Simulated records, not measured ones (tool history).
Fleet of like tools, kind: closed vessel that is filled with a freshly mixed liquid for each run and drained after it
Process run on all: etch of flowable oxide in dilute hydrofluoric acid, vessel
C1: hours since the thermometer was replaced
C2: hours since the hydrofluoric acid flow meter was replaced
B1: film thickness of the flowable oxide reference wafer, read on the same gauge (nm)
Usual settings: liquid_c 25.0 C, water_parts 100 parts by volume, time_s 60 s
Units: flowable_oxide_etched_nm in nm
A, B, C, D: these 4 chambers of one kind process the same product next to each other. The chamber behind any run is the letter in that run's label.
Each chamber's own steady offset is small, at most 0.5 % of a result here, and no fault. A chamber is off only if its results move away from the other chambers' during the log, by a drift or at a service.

{"run": "1A", "day": 0.192, "liquid_c": 25.0, "water_parts": 100, "time_s": 60, "C1": 2276.2, "C2": 265.7, "B1": 100.04, "flowable_oxide_etched_nm": 17.281}
{"run": "2C", "day": 0.583, "liquid_c": 25.0, "water_parts": 100, "time_s": 60, "C1": 445.6, "C2": 304.4, "B1": 99.966, "flowable_oxide_etched_nm": 17.189}
{"run": "3B", "day": 0.838, "liquid_c": 25.0, "water_parts": 100, "time_s": 60, "C1": 1628.0, "C2": 303.0, "B1": 100.04, "flowable_oxide_etched_nm": 17.297}
{"run": "4D", "day": 1.204, "liquid_c": 25.0, "water_parts": 100, "time_s": 60, "C1": 781.6, "C2": 443.7, "B1": 100.03, "flowable_oxide_etched_nm": 17.247}
{"run": "5A", "day": 1.412, "liquid_c": 25.0, "water_parts": 100, "time_s": 60, "C1": 2305.5, "C2": 295.0, "B1": 100.0, "flowable_oxide_etched_nm": 17.294}
{"run": "6C", "day": 1.754, "liquid_c": 27.5, "water_parts": 100, "time_s": 60, "C1": 473.7, "C2": 332.5, "B1": 100.04, "flowable_oxide_etched_nm": 18.886}
{"run": "7D", "day": 2.117, "liquid_c": 27.5, "water_parts": 100, "time_s": 60, "C1": 803.5, "C2": 465.6, "B1": 100.03, "flowable_oxide_etched_nm": 18.984}
{"run": "8B", "day": 2.371, "liquid_c": 27.5, "water_parts": 100, "time_s": 60, "C1": 1664.8, "C2": 339.8, "B1": 99.993, "flowable_oxide_etched_nm": 18.928}
{"run": "9C", "day": 2.621, "liquid_c": 27.5, "water_parts": 100, "time_s": 60, "C1": 494.5, "C2": 353.3, "B1": 100.01, "flowable_oxide_etched_nm": 18.99}
{"run": "10D", "day": 2.892, "liquid_c": 25.0, "water_parts": 100, "time_s": 60, "C1": 822.1, "C2": 484.2, "B1": 100.03, "flowable_oxide_etched_nm": 17.064}
{"run": "11A", "day": 3.242, "liquid_c": 25.0, "water_parts": 100, "time_s": 60, "C1": 2349.4, "C2": 338.9, "B1": 99.993, "flowable_oxide_etched_nm": 17.123}
{"run": "12B", "day": 3.604, "liquid_c": 25.0, "water_parts": 100, "time_s": 60, "C1": 1694.4, "C2": 369.4, "B1": 99.991, "flowable_oxide_etched_nm": 17.179}
{"run": "13D", "day": 3.879, "liquid_c": 25.0, "water_parts": 100, "time_s": 60, "C1": 845.8, "C2": 507.9, "B1": 100.02, "flowable_oxide_etched_nm": 17.001}
{"run": "14B", "day": 4.258, "liquid_c": 25.0, "water_parts": 100, "time_s": 60, "C1": 1710.1, "C2": 385.1, "B1": 100.02, "flowable_oxide_etched_nm": 17.297}
{"run": "15A", "day": 4.6, "liquid_c": 25.0, "water_parts": 100, "time_s": 60, "C1": 2382.0, "C2": 371.5, "B1": 100.02, "flowable_oxide_etched_nm": 17.148}
{"run": "16C", "day": 4.846, "liquid_c": 25.0, "water_parts": 100, "time_s": 60, "C1": 547.9, "C2": 406.7, "B1": 99.975, "flowable_oxide_etched_nm": 17.227}
{"run": "17D", "day": 5.096, "liquid_c": 25.0, "water_parts": 100, "time_s": 60, "C1": 875.0, "C2": 537.1, "B1": 99.976, "flowable_oxide_etched_nm": 17.015}
{"run": "18B", "day": 5.288, "liquid_c": 22.0, "water_parts": 100, "time_s": 75, "C1": 1734.8, "C2": 409.8, "B1": 99.972, "flowable_oxide_etched_nm": 19.211}
{"run": "19A", "day": 5.492, "liquid_c": 22.0, "water_parts": 100, "time_s": 75, "C1": 2403.4, "C2": 392.9, "B1": 99.984, "flowable_oxide_etched_nm": 19.209}
{"run": "20C", "day": 5.908, "liquid_c": 22.0, "water_parts": 100, "time_s": 75, "C1": 573.4, "C2": 432.2, "B1": 99.997, "flowable_oxide_etched_nm": 18.976}
{"run": "21B", "day": 6.238, "liquid_c": 22.0, "water_parts": 100, "time_s": 75, "C1": 1757.6, "C2": 432.6, "B1": 99.986, "flowable_oxide_etched_nm": 19.248}
{"run": "22A", "day": 6.642, "liquid_c": 25.0, "water_parts": 100, "time_s": 60, "C1": 2431.0, "C2": 420.5, "B1": 100.01, "flowable_oxide_etched_nm": 17.318}
{"run": "23C", "day": 7.029, "liquid_c": 25.0, "water_parts": 80, "time_s": 60, "C1": 600.3, "C2": 459.1, "B1": 99.997, "flowable_oxide_etched_nm": 22.325}
{"run": "24D", "day": 7.325, "liquid_c": 25.0, "water_parts": 80, "time_s": 60, "C1": 928.5, "C2": 590.6, "B1": 100.01, "flowable_oxide_etched_nm": 21.04}
{"run": "25B", "day": 7.642, "liquid_c": 25.0, "water_parts": 80, "time_s": 60, "C1": 1791.3, "C2": 466.3, "B1": 100.0, "flowable_oxide_etched_nm": 22.284}
{"run": "26A", "day": 7.975, "liquid_c": 25.0, "water_parts": 80, "time_s": 60, "C1": 2463.0, "C2": 452.5, "B1": 100.03, "flowable_oxide_etched_nm": 22.139}
{"run": "27C", "day": 8.175, "liquid_c": 25.0, "water_parts": 100, "time_s": 60, "C1": 627.8, "C2": 486.6, "B1": 100.01, "flowable_oxide_etched_nm": 17.141}
{"run": "28D", "day": 8.471, "liquid_c": 25.0, "water_parts": 100, "time_s": 60, "C1": 956.0, "C2": 618.1, "B1": 99.964, "flowable_oxide_etched_nm": 16.216}
{"run": "29B", "day": 8.729, "liquid_c": 25.0, "water_parts": 100, "time_s": 60, "C1": 1817.4, "C2": 492.4, "B1": 100.01, "flowable_oxide_etched_nm": 17.203}
{"run": "30C", "day": 9.092, "liquid_c": 25.0, "water_parts": 100, "time_s": 60, "C1": 649.8, "C2": 508.6, "B1": 100.0, "flowable_oxide_etched_nm": 17.163}
{"run": "31A", "day": 9.462, "liquid_c": 25.0, "water_parts": 100, "time_s": 60, "C1": 2498.7, "C2": 488.2, "B1": 100.0, "flowable_oxide_etched_nm": 17.111}
{"run": "32D", "day": 9.733, "liquid_c": 25.0, "water_parts": 100, "time_s": 60, "C1": 986.3, "C2": 648.4, "B1": 100.01, "flowable_oxide_etched_nm": 15.966}
{"run": "33B", "day": 9.971, "liquid_c": 25.0, "water_parts": 100, "time_s": 60, "C1": 1847.2, "C2": 522.2, "B1": 100.0, "flowable_oxide_etched_nm": 17.206}
{"run": "34C", "day": 10.275, "liquid_c": 25.0, "water_parts": 100, "time_s": 60, "C1": 678.2, "C2": 537.0, "B1": 99.997, "flowable_oxide_etched_nm": 17.32}

Predict what each chamber gives when all 4 of them run the settings below next.
{"run": "35A", "day": 10.588, "liquid_c": 25.0, "water_parts": 120, "time_s": 60, "flowable_oxide_etched_nm": "?"}
{"run": "35B", "day": 10.588, "liquid_c": 25.0, "water_parts": 120, "time_s": 60, "flowable_oxide_etched_nm": "?"}
{"run": "35C", "day": 10.588, "liquid_c": 25.0, "water_parts": 120, "time_s": 60, "flowable_oxide_etched_nm": "?"}
{"run": "35D", "day": 10.588, "liquid_c": 25.0, "water_parts": 120, "time_s": 60, "flowable_oxide_etched_nm": "?"}

run=35A flowable_oxide_etched_nm=13.913
run=35B flowable_oxide_etched_nm=13.961
run=35C flowable_oxide_etched_nm=13.820
run=35D flowable_oxide_etched_nm=12.858
